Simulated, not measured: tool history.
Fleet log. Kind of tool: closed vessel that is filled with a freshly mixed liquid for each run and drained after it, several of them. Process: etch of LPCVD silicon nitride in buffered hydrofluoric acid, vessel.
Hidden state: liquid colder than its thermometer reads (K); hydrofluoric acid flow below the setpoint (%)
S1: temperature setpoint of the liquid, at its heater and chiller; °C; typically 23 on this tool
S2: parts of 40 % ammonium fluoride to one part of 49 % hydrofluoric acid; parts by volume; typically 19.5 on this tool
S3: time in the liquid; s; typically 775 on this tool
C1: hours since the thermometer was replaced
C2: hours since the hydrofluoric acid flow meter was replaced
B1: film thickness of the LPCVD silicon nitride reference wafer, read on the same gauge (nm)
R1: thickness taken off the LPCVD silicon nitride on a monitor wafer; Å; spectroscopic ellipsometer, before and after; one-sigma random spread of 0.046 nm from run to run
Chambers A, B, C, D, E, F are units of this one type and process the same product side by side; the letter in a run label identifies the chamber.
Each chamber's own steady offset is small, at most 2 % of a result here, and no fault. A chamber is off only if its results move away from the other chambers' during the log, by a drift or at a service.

run 1D hour=5.2 | S1=23 S2=19.5 S3=775 | C1=300.5 C2=959.9 | B1=70.014 | R1=53.54
run 2A hour=10.4 | S1=23 S2=19.5 S3=775 | C1=1089.3 C2=1059.7 | B1=69.982 | R1=53.318
run 3C hour=13.9 | S1=23 S2=19.5 S3=775 | C1=836.4 C2=741.8 | B1=70.026 | R1=52.315
run 4B hour=19.1 | S1=23 S2=19.5 S3=775 | C1=413.5 C2=108.4 | B1=70.023 | R1=52.019
run 5F hour=24.4 | S1=23 S2=19.5 S3=775 | C1=805.5 C2=641.7 | B1=69.964 | R1=52.474
run 6E hour=29.7 | S1=23 S2=19.5 S3=775 | C1=569.5 C2=403.3 | B1=69.97 | R1=53.156
run 7C hour=33.5 | S1=23 S2=19.5 S3=775 | C1=856 C2=761.4 | B1=69.994 | R1=52.937
run 8D hour=36.4 | S1=23 S2=19.5 S3=775 | C1=331.7 C2=991.1 | B1=70.028 | R1=53.379
run 9F hour=40.8 | S1=19 S2=19.5 S3=545 | C1=821.9 C2=658.1 | B1=69.967 | R1=30.076
run 10B hour=44.2 | S1=19 S2=19.5 S3=545 | C1=438.6 C2=133.5 | B1=70.03 | R1=28.858
run 11E hour=49.3 | S1=19 S2=19.5 S3=545 | C1=589.1 C2=422.9 | B1=70.006 | R1=29.384
run 12A hour=54.2 | S1=19 S2=19.5 S3=545 | C1=1133.1 C2=1103.5 | B1=70.013 | R1=29.834
run 13C hour=59.2 | S1=19 S2=19.5 S3=545 | C1=881.7 C2=787.1 | B1=70.013 | R1=29.648
-- hour=60 chamber E: hydrofluoric acid flow meter replaced
run 14F hour=62.3 | S1=19 S2=19.5 S3=545 | C1=843.4 C2=679.6 | B1=70.013 | R1=29.579
run 15B hour=67.3 | S1=23 S2=19.5 S3=775 | C1=461.7 C2=156.6 | B1=70.018 | R1=50.82
run 16E hour=69.9 | S1=23 S2=19.5 S3=775 | C1=609.7 C2=9.9 | B1=70.058 | R1=52.28
run 17D hour=72.3 | S1=23 S2=19.5 S3=775 | C1=367.6 C2=1027 | B1=70.006 | R1=52.544
run 18A hour=76.4 | S1=23 S2=19.5 S3=775 | C1=1155.3 C2=1125.7 | B1=70.015 | R1=53.775
run 19E hour=79.6 | S1=23 S2=19.5 S3=775 | C1=619.4 C2=19.6 | B1=70.045 | R1=52.299
run 20D hour=82 | S1=23 S2=19.5 S3=775 | C1=377.3 C2=1036.7 | B1=69.96 | R1=53.951
run 21F hour=87.3 | S1=23 S2=19.5 S3=775 | C1=868.4 C2=704.6 | B1=70.001 | R1=53.331
run 22A hour=90.1 | S1=23 S2=19.5 S3=775 | C1=1169 C2=1139.4 | B1=70.005 | R1=52.696
run 23B hour=94.7 | S1=23 S2=19.5 S3=775 | C1=489.1 C2=184 | B1=69.972 | R1=49.776
run 24C hour=99.6 | S1=23 S2=19.5 S3=775 | C1=922.1 C2=827.5 | B1=69.987 | R1=52.388
run 25B hour=103.9 | S1=23 S2=19.5 S3=775 | C1=498.3 C2=193.2 | B1=69.981 | R1=50.707
run 26E hour=107 | S1=23 S2=19.5 S3=775 | C1=646.8 C2=47 | B1=69.935 | R1=51.894
run 27D hour=109.5 | S1=23 S2=19.5 S3=775 | C1=404.8 C2=1064.2 | B1=70.031 | R1=53.525
run 28C hour=114.7 | S1=23 S2=25.5 S3=775 | C1=937.2 C2=842.6 | B1=70.042 | R1=42.634
run 29A hour=118.3 | S1=23 S2=25.5 S3=775 | C1=1197.2 C2=1167.6 | B1=70.03 | R1=43.484
run 30F hour=122.6 | S1=23 S2=25.5 S3=775 | C1=903.7 C2=739.9 | B1=69.993 | R1=43.256
run 31F hour=125.5 | S1=23 S2=25.5 S3=775 | C1=906.6 C2=742.8 | B1=69.988 | R1=43.884
run 32E hour=130.6 | S1=23 S2=25.5 S3=775 | C1=670.4 C2=70.6 | B1=70.031 | R1=43.639
run 33A hour=133.1 | S1=23 S2=25.5 S3=775 | C1=1212 C2=1182.4 | B1=69.976 | R1=43
run 34B hour=137.1 | S1=18 S2=26 S3=775 | C1=531.5 C2=226.4 | B1=70.004 | R1=30.131
run 35C hour=142.2 | S1=18 S2=26 S3=775 | C1=964.7 C2=870.1 | B1=69.995 | R1=32.015
run 36D hour=147.4 | S1=18 S2=26 S3=775 | C1=442.7 C2=1102.1 | B1=69.971 | R1=33.82

Each of the 6 chambers runs these same settings next. Fill in every chamber's results:
run 37A hour=151.3 | S1=23 S2=19.5 S3=775 | R1=?
run 37B hour=151.3 | S1=23 S2=19.5 S3=775 | R1=?
run 37C hour=151.3 | S1=23 S2=19.5 S3=775 | R1=?
run 37D hour=151.3 | S1=23 S2=19.5 S3=775 | R1=?
run 37E hour=151.3 | S1=23 S2=19.5 S3=775 | R1=?
run 37F hour=151.3 | S1=23 S2=19.5 S3=775 | R1=?

run=37A R1=53.19
run=37B R1=49.209
run=37C R1=52.753
run=37D R1=53.164
run=37E R1=52.443
run=37F R1=53.409
